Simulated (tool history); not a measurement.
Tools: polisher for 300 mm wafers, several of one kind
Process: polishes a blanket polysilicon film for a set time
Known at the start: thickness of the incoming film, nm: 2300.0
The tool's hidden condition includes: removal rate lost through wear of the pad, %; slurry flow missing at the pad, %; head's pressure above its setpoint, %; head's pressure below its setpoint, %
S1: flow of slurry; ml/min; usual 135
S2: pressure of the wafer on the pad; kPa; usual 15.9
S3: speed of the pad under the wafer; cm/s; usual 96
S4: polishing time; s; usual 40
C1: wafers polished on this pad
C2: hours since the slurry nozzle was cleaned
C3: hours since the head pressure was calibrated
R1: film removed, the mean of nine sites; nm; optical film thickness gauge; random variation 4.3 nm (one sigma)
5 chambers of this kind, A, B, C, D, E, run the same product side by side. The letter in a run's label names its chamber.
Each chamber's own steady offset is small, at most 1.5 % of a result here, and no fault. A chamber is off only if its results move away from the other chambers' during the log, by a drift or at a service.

| run | hour | S1 | S2 | S3 | S4 | C1 | C2 | C3 | R1 |
|---|---|---|---|---|---|---|---|---|---|
| 1C | 9.6 | 135 | 15.9 | 96 | 40 | 350 | 232.4 | 334 | 290.87 |
| 2D | 16.7 | 135 | 15.9 | 96 | 40 | 867 | 640.2 | 591.6 | 286.04 |
| 3B | 26.2 | 135 | 15.9 | 96 | 40 | 619 | 264.7 | 263.6 | 301.28 |
|  | 27.7 | chamber B: worn pad replaced by a new one |
|  | 33.3 | chamber B: slurry nozzle cleaned |
| 4E | 34.5 | 135 | 15.9 | 96 | 40 | 672 | 237.4 | 757 | 298.21 |
| 5A | 43.9 | 135 | 15.9 | 96 | 40 | 915 | 58.5 | 629.9 | 295.44 |
|  | 45.1 | chamber C: worn pad replaced by a new one |
|  | 46.8 | chamber A: worn pad replaced by a new one |
| 6E | 48.9 | 135 | 15.9 | 96 | 40 | 788 | 251.8 | 771.4 | 293.5 |
| 7B | 56.8 | 160 | 15.9 | 96 | 40 | 233 | 23.6 | 294.2 | 303.14 |
| 8A | 63 | 160 | 15.9 | 96 | 40 | 130 | 77.6 | 649 | 299.84 |
| 9C | 73.2 | 160 | 15.9 | 96 | 40 | 226 | 296 | 397.6 | 289.62 |
| 10D | 83.4 | 160 | 15.9 | 96 | 40 | 1403 | 706.9 | 658.3 | 303.61 |
|  | 86.9 | chamber D: worn pad replaced by a new one |
| 11C | 88.8 | 160 | 15.9 | 96 | 40 | 351 | 311.6 | 413.2 | 303.63 |
| 12B | 99 | 135 | 15.9 | 96 | 40 | 572 | 65.8 | 336.4 | 294.36 |
|  | 100.7 | chamber B: worn pad replaced by a new one |
| 13A | 107.8 | 135 | 15.9 | 96 | 40 | 490 | 122.4 | 693.8 | 287.66 |
| 14E | 116.3 | 135 | 15.9 | 96 | 40 | 1330 | 319.2 | 838.8 | 296.5 |
|  | 117 | chamber C: worn pad replaced by a new one |
| 15D | 122.4 | 135 | 15.9 | 96 | 40 | 285 | 745.9 | 697.3 | 287.05 |
|  | 127.5 | chamber B: head pressure recalibrated |
| 16C | 131.9 | 135 | 15.9 | 96 | 40 | 119 | 354.7 | 456.3 | 298.1 |
| 17E | 140.8 | 135 | 15.9 | 96 | 40 | 1526 | 343.7 | 863.3 | 295.35 |
|  | 147.3 | chamber D: slurry nozzle cleaned |
| 18B | 150 | 135 | 15.9 | 96 | 49 | 396 | 116.8 | 22.5 | 374.57 |
| 19D | 156.3 | 135 | 15.9 | 96 | 49 | 558 | 9 | 731.2 | 360.23 |
| 20A | 165.2 | 135 | 15.9 | 96 | 49 | 951 | 179.8 | 751.2 | 351.01 |
| 21C | 172.4 | 135 | 15.9 | 96 | 49 | 445 | 395.2 | 496.8 | 353.41 |
|  | 174.1 | chamber B: worn pad replaced by a new one |
|  | 181.6 | chamber C: slurry nozzle cleaned |
| 22B | 181.6 | 135 | 15.9 | 96 | 49 | 60 | 148.4 | 54.1 | 365.45 |
|  | 186.3 | chamber A: worn pad replaced by a new one |
| 23A | 189.8 | 135 | 15.9 | 96 | 40 | 28 | 204.4 | 775.8 | 291.41 |
| 24E | 195 | 135 | 15.9 | 96 | 40 | 1962 | 397.9 | 917.5 | 283.03 |
|  | 197.8 | chamber C: worn pad replaced by a new one |
| 25D | 202.7 | 135 | 15.9 | 96 | 40 | 931 | 55.4 | 777.6 | 287.02 |
| 26B | 212.2 | 135 | 15.9 | 96 | 40 | 306 | 179 | 84.7 | 298.82 |
| 27D | 218.3 | 135 | 15.9 | 96 | 40 | 1056 | 71 | 793.2 | 290.43 |
| 28C | 223.7 | 135 | 15.9 | 96 | 40 | 208 | 42.1 | 548.1 | 298.25 |
| 29E | 229.3 | 135 | 15.9 | 96 | 40 | 2237 | 432.2 | 951.8 | 279.87 |
| 30A | 238.7 | 135 | 15.9 | 96 | 40 | 421 | 253.3 | 824.7 | 293 |
| 31A | 249.1 | 135 | 20 | 96 | 49 | 505 | 263.7 | 835.1 | 451.26 |
| 32D | 255.6 | 135 | 20 | 96 | 49 | 1356 | 108.3 | 830.5 | 441.89 |

Predict what each chamber gives when all 5 of them run the settings below next.
| 33A | 263.2 | 135 | 15.9 | 96 | 40 |  |  |  | ? |
| 33B | 263.2 | 135 | 15.9 | 96 | 40 |  |  |  | ? |
| 33C | 263.2 | 135 | 15.9 | 96 | 40 |  |  |  | ? |
| 33D | 263.2 | 135 | 15.9 | 96 | 40 |  |  |  | ? |
| 33E | 263.2 | 135 | 15.9 | 96 | 40 |  |  |  | ? |

| run | R1 |
|---|---|
| 33A | 293.24 |
| 33B | 296.91 |
| 33C | 289.48 |
| 33D | 288.01 |
| 33E | 268.85 |
